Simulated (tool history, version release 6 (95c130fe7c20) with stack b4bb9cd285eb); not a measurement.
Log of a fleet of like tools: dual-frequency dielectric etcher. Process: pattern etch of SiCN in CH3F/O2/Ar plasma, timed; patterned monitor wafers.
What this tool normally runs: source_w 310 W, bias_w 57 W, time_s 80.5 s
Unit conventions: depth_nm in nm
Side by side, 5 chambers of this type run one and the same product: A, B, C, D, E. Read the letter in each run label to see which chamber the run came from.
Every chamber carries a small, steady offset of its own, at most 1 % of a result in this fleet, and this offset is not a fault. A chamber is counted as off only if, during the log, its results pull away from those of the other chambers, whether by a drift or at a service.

| run | hour | source_w | bias_w | time_s | read-back reference wafer on the same gauge, depth_nm | depth_nm |
|---|---|---|---|---|---|---|
| 1E | 8.2 | 310 | 57 | 80.5 | 20.696 | 25.303 |
| 2B | 17.7 | 310 | 57 | 80.5 | 20.697 | 25.301 |
| 3A | 31.9 | 310 | 57 | 80.5 | 20.698 | 25.103 |
| 4C | 44.6 | 310 | 57 | 80.5 | 20.693 | 25.347 |
| 5D | 52.6 | 310 | 57 | 80.5 | 20.686 | 25.357 |
| 6D | 60.1 | 310 | 57 | 80.5 | 20.683 | 25.367 |
| 7E | 74.9 | 310 | 57 | 80.5 | 20.688 | 25.275 |
| 8B | 85.4 | 230 | 57 | 80.5 | 20.682 | 22.567 |
| 9C | 92.7 | 230 | 57 | 80.5 | 20.68 | 22.577 |
| 10A | 102.5 | 230 | 57 | 80.5 | 20.682 | 22.494 |
|  | 107.4 | chamber E: wet clean of the chamber |
| 11B | 111.5 | 230 | 57 | 80.5 | 20.675 | 22.574 |
|  | 119.1 | chamber A: wet clean of the chamber |
| 12E | 122 | 230 | 57 | 80.5 | 20.671 | 22.52 |
| 13D | 131.9 | 310 | 57 | 80.5 | 20.666 | 25.323 |
| 14A | 140.9 | 310 | 57 | 80.5 | 20.664 | 25.047 |
| 15C | 152.4 | 310 | 57 | 80.5 | 20.663 | 25.31 |
|  | 157.6 | chamber E: source power generator calibrated |
| 16E | 162.7 | 310 | 57 | 80.5 | 20.665 | 25.211 |
| 17D | 170.3 | 310 | 57 | 80.5 | 20.663 | 25.352 |
| 18C | 181 | 310 | 57 | 80.5 | 20.668 | 25.25 |
| 19A | 195.2 | 310 | 57 | 80.5 | 20.653 | 25.076 |
| 20B | 207.7 | 310 | 57 | 80.5 | 20.655 | 25.254 |
| 21D | 215.6 | 310 | 57 | 80.5 | 20.652 | 25.288 |
| 22A | 227.8 | 310 | 57 | 80.5 | 20.653 | 25.054 |
|  | 238 | chamber D: wet clean of the chamber |
| 23B | 242.3 | 310 | 57 | 80.5 | 20.645 | 25.251 |
| 24C | 256.8 | 310 | 57 | 80.5 | 20.64 | 25.187 |
| 25E | 265.3 | 310 | 57 | 80.5 | 20.64 | 25.192 |
|  | 271.2 | chamber E: bias power generator calibrated |
|  | 276.3 | chamber B: wet clean of the chamber |
| 26B | 276.5 | 310 | 57 | 80.5 | 20.642 | 25.224 |
| 27D | 284.2 | 310 | 57 | 80.5 | 20.633 | 25.294 |
| 28C | 298.7 | 310 | 57 | 80.5 | 20.626 | 25.189 |
| 29E | 308.6 | 310 | 44 | 80.5 | 20.628 | 23.213 |
| 30A | 319.7 | 310 | 44 | 80.5 | 20.63 | 22.997 |
| 31D | 329.5 | 310 | 44 | 80.5 | 20.622 | 23.194 |
| 32B | 340.8 | 310 | 44 | 80.5 | 20.62 | 23.083 |
| 33C | 350.6 | 310 | 44 | 80.5 | 20.621 | 23.209 |
|  | 361.3 | chamber C: wet clean of the chamber |
| 34A | 364.8 | 310 | 57 | 80.5 | 20.616 | 25.059 |
| 35E | 380 | 310 | 57 | 80.5 | 20.609 | 25.172 |
| 36A | 390.2 | 310 | 57 | 80.5 | 20.616 | 25.025 |
| 37B | 402.2 | 310 | 57 | 80.5 | 20.61 | 25.294 |
| 38C | 409.1 | 310 | 57 | 80.5 | 20.613 | 25.252 |
| 39E | 417.5 | 310 | 57 | 80.5 | 20.602 | 25.201 |
| 40D | 427.6 | 310 | 57 | 80.5 | 20.611 | 25.279 |
| 41E | 441 | 310 | 57 | 80.5 | 20.603 | 25.259 |
| 42C | 452.1 | 310 | 57 | 80.5 | 20.598 | 25.212 |
| 43D | 463.1 | 310 | 57 | 80.5 | 20.598 | 25.283 |

Has any chamber moved away from the others, gradually or after a service, or does the common gauge drift, or do the chambers differ only by their own small steady offsets? State the chamber and the most likely cause if one applies.

Gauge drift. The chambers move together only on paper, and none stands off.
Likeliest cause: gauge reads low (%) = 0.517.
